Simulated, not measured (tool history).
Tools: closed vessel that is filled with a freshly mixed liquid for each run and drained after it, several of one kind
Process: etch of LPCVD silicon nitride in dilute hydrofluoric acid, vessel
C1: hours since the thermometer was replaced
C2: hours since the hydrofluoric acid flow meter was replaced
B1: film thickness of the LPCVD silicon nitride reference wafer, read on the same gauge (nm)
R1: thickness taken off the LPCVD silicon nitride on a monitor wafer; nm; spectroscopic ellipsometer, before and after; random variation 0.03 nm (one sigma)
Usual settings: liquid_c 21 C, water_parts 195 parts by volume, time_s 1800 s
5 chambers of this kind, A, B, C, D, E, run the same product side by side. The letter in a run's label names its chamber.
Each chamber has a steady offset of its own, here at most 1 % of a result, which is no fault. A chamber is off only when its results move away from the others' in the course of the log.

run 1A hour=5 | liquid_c=21 water_parts=195 time_s=1800 | C1=178.8 C2=598 | B1=69.996 | R1=3.7673
run 2B hour=8.8 | liquid_c=21 water_parts=195 time_s=1800 | C1=661.9 C2=59.9 | B1=70.008 | R1=3.8121
run 3D hour=11.9 | liquid_c=21 water_parts=195 time_s=1800 | C1=1575 C2=2660.3 | B1=69.962 | R1=3.7309
run 4E hour=17.7 | liquid_c=21 water_parts=195 time_s=1800 | C1=649.4 C2=2188.2 | B1=70.006 | R1=3.7555
run 5C hour=20.7 | liquid_c=21 water_parts=195 time_s=1800 | C1=1532.3 C2=340.9 | B1=69.997 | R1=3.7905
run 6B hour=25.6 | liquid_c=25 water_parts=135 time_s=1800 | C1=678.7 C2=76.7 | B1=70.011 | R1=7.1038
run 7C hour=28.6 | liquid_c=25 water_parts=135 time_s=1800 | C1=1540.2 C2=348.8 | B1=69.997 | R1=6.9447
run 8A hour=32.8 | liquid_c=25 water_parts=135 time_s=1800 | C1=206.6 C2=625.8 | B1=69.97 | R1=6.9665
run 9D hour=37.7 | liquid_c=25 water_parts=135 time_s=1800 | C1=1600.8 C2=2686.1 | B1=69.988 | R1=6.9496
run 10E hour=43.6 | liquid_c=25 water_parts=135 time_s=1800 | C1=675.3 C2=2214.1 | B1=70.03 | R1=6.8446
run 11B hour=48.8 | liquid_c=21 water_parts=195 time_s=1800 | C1=701.9 C2=99.9 | B1=70.033 | R1=3.7447
run 12E hour=54.4 | liquid_c=21 water_parts=195 time_s=1800 | C1=686.1 C2=2224.9 | B1=69.99 | R1=3.7144
run 13A hour=57.1 | liquid_c=21 water_parts=195 time_s=1800 | C1=230.9 C2=650.1 | B1=70.04 | R1=3.8173
run 14C hour=61.2 | liquid_c=21 water_parts=195 time_s=850 | C1=1572.8 C2=381.4 | B1=69.94 | R1=1.7678
run 15D hour=64.2 | liquid_c=21 water_parts=195 time_s=850 | C1=1627.3 C2=2712.6 | B1=69.979 | R1=1.7688
run 16E hour=68.4 | liquid_c=21 water_parts=195 time_s=850 | C1=700.1 C2=2238.9 | B1=70.06 | R1=1.7088
run 17B hour=73.6 | liquid_c=21 water_parts=195 time_s=850 | C1=726.7 C2=124.7 | B1=69.983 | R1=1.7941
run 18D hour=78.6 | liquid_c=21 water_parts=195 time_s=850 | C1=1641.7 C2=2727 | B1=70.028 | R1=1.7849
run 19A hour=84.7 | liquid_c=22.5 water_parts=195 time_s=1800 | C1=258.5 C2=677.7 | B1=69.999 | R1=4.1063
run 20C hour=88.4 | liquid_c=22.5 water_parts=195 time_s=1800 | C1=1600 C2=408.6 | B1=70.012 | R1=4.1141
run 21C hour=93.8 | liquid_c=22.5 water_parts=195 time_s=1800 | C1=1605.4 C2=414 | B1=69.962 | R1=4.1625
run 22D hour=99.5 | liquid_c=22.5 water_parts=195 time_s=1800 | C1=1662.6 C2=2747.9 | B1=70.032 | R1=4.1162
run 23A hour=103.3 | liquid_c=22.5 water_parts=195 time_s=1800 | C1=277.1 C2=696.3 | B1=70.002 | R1=4.1467
run 24E hour=107.7 | liquid_c=23 water_parts=285 time_s=1800 | C1=739.4 C2=2278.2 | B1=70.053 | R1=2.7552
run 25B hour=112.7 | liquid_c=23 water_parts=285 time_s=1800 | C1=765.8 C2=163.8 | B1=69.999 | R1=2.8841
run 26E hour=118.7 | liquid_c=23 water_parts=285 time_s=1800 | C1=750.4 C2=2289.2 | B1=69.979 | R1=2.8152
run 27C hour=123.2 | liquid_c=23 water_parts=285 time_s=1800 | C1=1634.8 C2=443.4 | B1=70.007 | R1=2.9225
run 28A hour=126.7 | liquid_c=23 water_parts=285 time_s=1800 | C1=300.5 C2=719.7 | B1=70.046 | R1=2.9125
run 29B hour=132.4 | liquid_c=21 water_parts=195 time_s=1800 | C1=785.5 C2=183.5 | B1=70.023 | R1=3.7352
run 30D hour=138.4 | liquid_c=21 water_parts=195 time_s=1800 | C1=1701.5 C2=2786.8 | B1=70.017 | R1=3.7484
run 31C hour=142.8 | liquid_c=21 water_parts=195 time_s=1800 | C1=1654.4 C2=463 | B1=70.007 | R1=3.7652
run 32B hour=146.7 | liquid_c=21 water_parts=195 time_s=1800 | C1=799.8 C2=197.8 | B1=69.971 | R1=3.7078
run 33A hour=151.9 | liquid_c=21 water_parts=195 time_s=1800 | C1=325.7 C2=744.9 | B1=69.95 | R1=3.7826
-- hour=155.3 chamber E: hydrofluoric acid flow meter replaced
run 34D hour=158.2 | liquid_c=21 water_parts=195 time_s=1800 | C1=1721.3 C2=2806.6 | B1=69.987 | R1=3.719
run 35E hour=163.6 | liquid_c=21 water_parts=195 time_s=1800 | C1=795.3 C2=8.4 | B1=70.004 | R1=3.3958
run 36E hour=167.2 | liquid_c=21 water_parts=195 time_s=1800 | C1=798.9 C2=12 | B1=69.953 | R1=3.4323

All 5 chambers run these settings next. Forecast each chamber's results:
run 37A hour=171.7 | liquid_c=21 water_parts=195 time_s=1800 | R1=?
run 37B hour=171.7 | liquid_c=21 water_parts=195 time_s=1800 | R1=?
run 37C hour=171.7 | liquid_c=21 water_parts=195 time_s=1800 | R1=?
run 37D hour=171.7 | liquid_c=21 water_parts=195 time_s=1800 | R1=?
run 37E hour=171.7 | liquid_c=21 water_parts=195 time_s=1800 | R1=?

run=37A R1=3.8001
run=37B R1=3.6986
run=37C R1=3.7828
run=37D R1=3.7377
run=37E R1=3.4154
